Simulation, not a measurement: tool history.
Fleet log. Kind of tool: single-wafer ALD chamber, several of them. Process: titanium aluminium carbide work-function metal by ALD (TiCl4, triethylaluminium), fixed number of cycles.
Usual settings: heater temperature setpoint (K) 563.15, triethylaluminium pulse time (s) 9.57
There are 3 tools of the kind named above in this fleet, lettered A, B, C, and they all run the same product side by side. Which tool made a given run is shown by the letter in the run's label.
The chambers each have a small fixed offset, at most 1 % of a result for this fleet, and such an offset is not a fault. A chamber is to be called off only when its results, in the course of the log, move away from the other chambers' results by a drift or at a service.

run	hour	heater temperature setpoint (K)	triethylaluminium pulse time (s)	hours since the last thermocouple change	hours since the last triethylaluminium bottle change	read-back reference wafer on the same gauge, thickness_nm	mean film thickness on the monitor wafer (nm)
1B	4.9	563.15	9.57	1643.8	415.2	1.7706	1.9050
2A	12.0	563.15	9.57	1481.9	92.8	1.7712	1.8974
3C	19.3	563.15	9.57	633.4	604.1	1.7698	1.9170
4C	24.3	563.15	9.57	638.4	609.1	1.7703	1.9272
5A	31.0	563.15	9.57	1500.9	111.8	1.7697	1.8970
6B	38.4	563.15	9.57	1677.3	448.7	1.7722	1.9054
7C	43.3	563.15	9.57	657.4	628.1	1.7701	1.9145
8A	46.8	563.15	9.57	1516.7	127.6	1.7718	1.9052
9B	54.4	563.15	9.57	1693.3	464.7	1.7697	1.9086
10B	60.0	563.15	9.57	1698.9	470.3	1.7717	1.9036
11A	66.8	563.15	7.82	1536.7	147.6	1.7698	1.8421
12C	70.4	563.15	7.82	684.5	655.2	1.7704	1.8408
13A	75.3	563.15	7.82	1545.2	156.1	1.7709	1.8517
14B	83.1	563.15	9.57	1722.0	493.4	1.7693	1.9056
15C	90.5	563.15	9.57	704.6	675.3	1.7709	1.9148
16C	94.4	563.15	9.57	708.5	679.2	1.7668	1.9088
17A	101.7	563.15	9.57	1571.6	182.5	1.7708	1.9097
18B	105.2	563.15	9.57	1744.1	515.5	1.7703	1.9082
19A	112.3	563.15	9.57	1582.2	193.1	1.7691	1.9092
20B	117.0	563.15	9.57	1755.9	527.3	1.7689	1.9265
21C	120.9	558.15	9.57	735.0	705.7	1.7677	1.8576
22A	125.3	558.15	9.57	1595.2	206.1	1.7707	1.8678
23C	132.2	558.15	9.57	746.3	717.0	1.7696	1.8692
24B	137.7	563.15	9.57	1776.6	548.0	1.7712	1.9115
25B	142.2	563.15	9.57	1781.1	552.5	1.7716	1.8993
26C	148.9	552.15	7.37	763.0	733.7	1.7691	1.7413
27A	155.6	552.15	7.37	1625.5	236.4	1.7727	1.7240

Which is it: a chamber that has drifted or been left off by a service, a gauge drift common to all chambers, or only each chamber's usual small offset? If a chamber is off, name it and its likeliest cause.

The fleet is healthy, with each chamber sitting at its usual small offset and no drift in the gauge.
